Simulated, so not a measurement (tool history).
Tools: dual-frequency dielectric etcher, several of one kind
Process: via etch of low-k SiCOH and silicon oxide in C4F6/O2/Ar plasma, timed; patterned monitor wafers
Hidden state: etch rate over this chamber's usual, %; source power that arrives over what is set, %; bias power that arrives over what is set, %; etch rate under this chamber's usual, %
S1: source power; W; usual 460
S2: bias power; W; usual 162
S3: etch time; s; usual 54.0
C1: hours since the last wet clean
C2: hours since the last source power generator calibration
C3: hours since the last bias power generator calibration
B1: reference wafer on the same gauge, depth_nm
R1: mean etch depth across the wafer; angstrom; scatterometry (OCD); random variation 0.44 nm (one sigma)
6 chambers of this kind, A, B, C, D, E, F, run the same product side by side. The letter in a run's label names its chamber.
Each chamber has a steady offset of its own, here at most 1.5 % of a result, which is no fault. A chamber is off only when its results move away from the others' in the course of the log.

run 1D hour=6.4 | S1=460 S2=162 S3=54.0 | C1=339.9 C2=3175.5 C3=1161.5 | B1=118.98 | R1=1315.8
run 2A hour=11.8 | S1=460 S2=162 S3=54.0 | C1=291.8 C2=2113.3 C3=2857.9 | B1=118.99 | R1=1305.1
run 3C hour=22.4 | S1=460 S2=162 S3=54.0 | C1=371.3 C2=836.4 C3=862.2 | B1=118.91 | R1=1287.8
run 4F hour=29.5 | S1=460 S2=162 S3=54.0 | C1=64.7 C2=2421.5 C3=336.9 | B1=118.89 | R1=1333.9
run 5B hour=36.0 | S1=460 S2=162 S3=54.0 | C1=101.8 C2=1484.0 C3=963.2 | B1=119.01 | R1=1316.5
run 6E hour=45.7 | S1=460 S2=162 S3=54.0 | C1=405.9 C2=2164.1 C3=1261.0 | B1=119.03 | R1=1302.4
run 7E hour=53.2 | S1=460 S2=162 S3=54.0 | C1=413.4 C2=2171.6 C3=1268.5 | B1=119.02 | R1=1294.3
run 8C hour=58.5 | S1=460 S2=195 S3=54.0 | C1=407.4 C2=872.5 C3=898.3 | B1=118.95 | R1=1369.8
run 9D hour=65.5 | S1=460 S2=195 S3=54.0 | C1=399.0 C2=3234.6 C3=1220.6 | B1=119.04 | R1=1393.8
run 10B hour=75.7 | S1=460 S2=195 S3=54.0 | C1=141.5 C2=1523.7 C3=1002.9 | B1=118.99 | R1=1399.1
run 11A hour=81.3 | S1=460 S2=195 S3=54.0 | C1=361.3 C2=2182.8 C3=2927.4 | B1=118.95 | R1=1390.1
run 12F hour=86.2 | S1=460 S2=195 S3=54.0 | C1=121.4 C2=2478.2 C3=393.6 | B1=119.03 | R1=1400.3
run 13E hour=94.5 | S1=460 S2=195 S3=54.0 | C1=454.7 C2=2212.9 C3=1309.8 | B1=119.00 | R1=1389.8
run 14D hour=100.0 | S1=460 S2=162 S3=54.0 | C1=433.5 C2=3269.1 C3=1255.1 | B1=119.06 | R1=1326.4
run 15F hour=107.0 | S1=560 S2=162 S3=54.0 | C1=142.2 C2=2499.0 C3=414.4 | B1=119.15 | R1=1436.6
run 16C hour=112.4 | S1=560 S2=162 S3=54.0 | C1=461.3 C2=926.4 C3=952.2 | B1=118.85 | R1=1391.7
run 17A hour=118.9 | S1=560 S2=162 S3=54.0 | C1=398.9 C2=2220.4 C3=2965.0 | B1=119.14 | R1=1408.7
run 18B hour=124.0 | S1=560 S2=162 S3=54.0 | C1=189.8 C2=1572.0 C3=1051.2 | B1=119.08 | R1=1421.6
run 19F hour=130.7 | S1=560 S2=162 S3=54.0 | C1=165.9 C2=2522.7 C3=438.1 | B1=119.04 | R1=1427.0
-- hour=133.2 chamber C: wet clean of the chamber
run 20D hour=138.2 | S1=560 S2=162 S3=54.0 | C1=471.7 C2=3307.3 C3=1293.3 | B1=119.01 | R1=1425.5
run 21B hour=148.0 | S1=460 S2=162 S3=42.0 | C1=213.8 C2=1596.0 C3=1075.2 | B1=118.96 | R1=1026.2
-- hour=150.7 chamber D: wet clean of the chamber
run 22C hour=153.4 | S1=460 S2=162 S3=42.0 | C1=20.3 C2=967.4 C3=993.2 | B1=119.05 | R1=1004.7
run 23E hour=161.0 | S1=460 S2=162 S3=42.0 | C1=521.2 C2=2279.4 C3=1376.3 | B1=119.08 | R1=1019.0
run 24A hour=166.2 | S1=460 S2=162 S3=42.0 | C1=446.2 C2=2267.7 C3=3012.3 | B1=119.01 | R1=1014.2
run 25F hour=175.8 | S1=460 S2=162 S3=42.0 | C1=211.0 C2=2567.8 C3=483.2 | B1=118.91 | R1=1024.8
run 26D hour=180.9 | S1=460 S2=162 S3=42.0 | C1=30.2 C2=3350.0 C3=1336.0 | B1=119.03 | R1=1043.9
run 27E hour=186.2 | S1=460 S2=162 S3=54.0 | C1=546.4 C2=2304.6 C3=1401.5 | B1=118.99 | R1=1310.6
run 28C hour=191.9 | S1=460 S2=162 S3=60.0 | C1=58.8 C2=1005.9 C3=1031.7 | B1=118.95 | R1=1435.0
-- hour=192.9 chamber A: wet clean of the chamber
run 29A hour=200.7 | S1=460 S2=162 S3=60.0 | C1=7.8 C2=2302.2 C3=3046.8 | B1=119.03 | R1=1453.4
run 30B hour=207.0 | S1=460 S2=162 S3=60.0 | C1=272.8 C2=1655.0 C3=1134.2 | B1=119.00 | R1=1465.7
run 31F hour=216.5 | S1=460 S2=162 S3=60.0 | C1=251.7 C2=2608.5 C3=523.9 | B1=118.98 | R1=1475.0
run 32B hour=226.4 | S1=460 S2=162 S3=60.0 | C1=292.2 C2=1674.4 C3=1153.6 | B1=119.06 | R1=1468.8
run 33C hour=233.8 | S1=460 S2=162 S3=60.0 | C1=100.7 C2=1047.8 C3=1073.6 | B1=118.87 | R1=1439.0
run 34D hour=244.0 | S1=460 S2=177 S3=44.0 | C1=93.3 C2=3413.1 C3=1399.1 | B1=118.97 | R1=1128.7
run 35A hour=252.7 | S1=460 S2=177 S3=44.0 | C1=59.8 C2=2354.2 C3=3098.8 | B1=119.06 | R1=1097.4
run 36E hour=257.5 | S1=460 S2=177 S3=44.0 | C1=617.7 C2=2375.9 C3=1472.8 | B1=118.94 | R1=1093.8
run 37E hour=262.7 | S1=460 S2=177 S3=44.0 | C1=622.9 C2=2381.1 C3=1478.0 | B1=119.10 | R1=1094.1
run 38B hour=268.1 | S1=460 S2=177 S3=44.0 | C1=333.9 C2=1716.1 C3=1195.3 | B1=119.05 | R1=1104.5

What goes on in this fleet: one chamber off, a drifting gauge, or nothing beyond the chambers' own small offsets? Name the chamber and the cause, if any.

A service left chamber D off against the others.
Cause: etch rate over this chamber's usual, % = 2.11.

Here are 4 candidates for chamber D's next run, each the usual settings with a change, their results left as question marks. Which one brings its results back in line with what the others give on the usual settings?
In line means no further than this from the other chambers' mean on the usual settings: R1 16.0 angstrom
run 39D-1 hour=275.7 | S1=450 S2=162 S3=54.0 | R1=?
run 39D-2 hour=275.7 | S1=440 S2=156 S3=54.0 | R1=?
run 39D-3 hour=275.7 | S1=460 S2=162 S3=54.5 | R1=?
run 39D-4 hour=275.7 | S1=460 S2=162 S3=55.5 | R1=?

The other chambers' mean on the usual settings: R1 1308.8 angstrom
run=39D-1 R1=1333.6
run=39D-2 R1=1306.8
run=39D-3 R1=1357.5
run=39D-4 R1=1382.4
39D-2 brings the chamber back in line.

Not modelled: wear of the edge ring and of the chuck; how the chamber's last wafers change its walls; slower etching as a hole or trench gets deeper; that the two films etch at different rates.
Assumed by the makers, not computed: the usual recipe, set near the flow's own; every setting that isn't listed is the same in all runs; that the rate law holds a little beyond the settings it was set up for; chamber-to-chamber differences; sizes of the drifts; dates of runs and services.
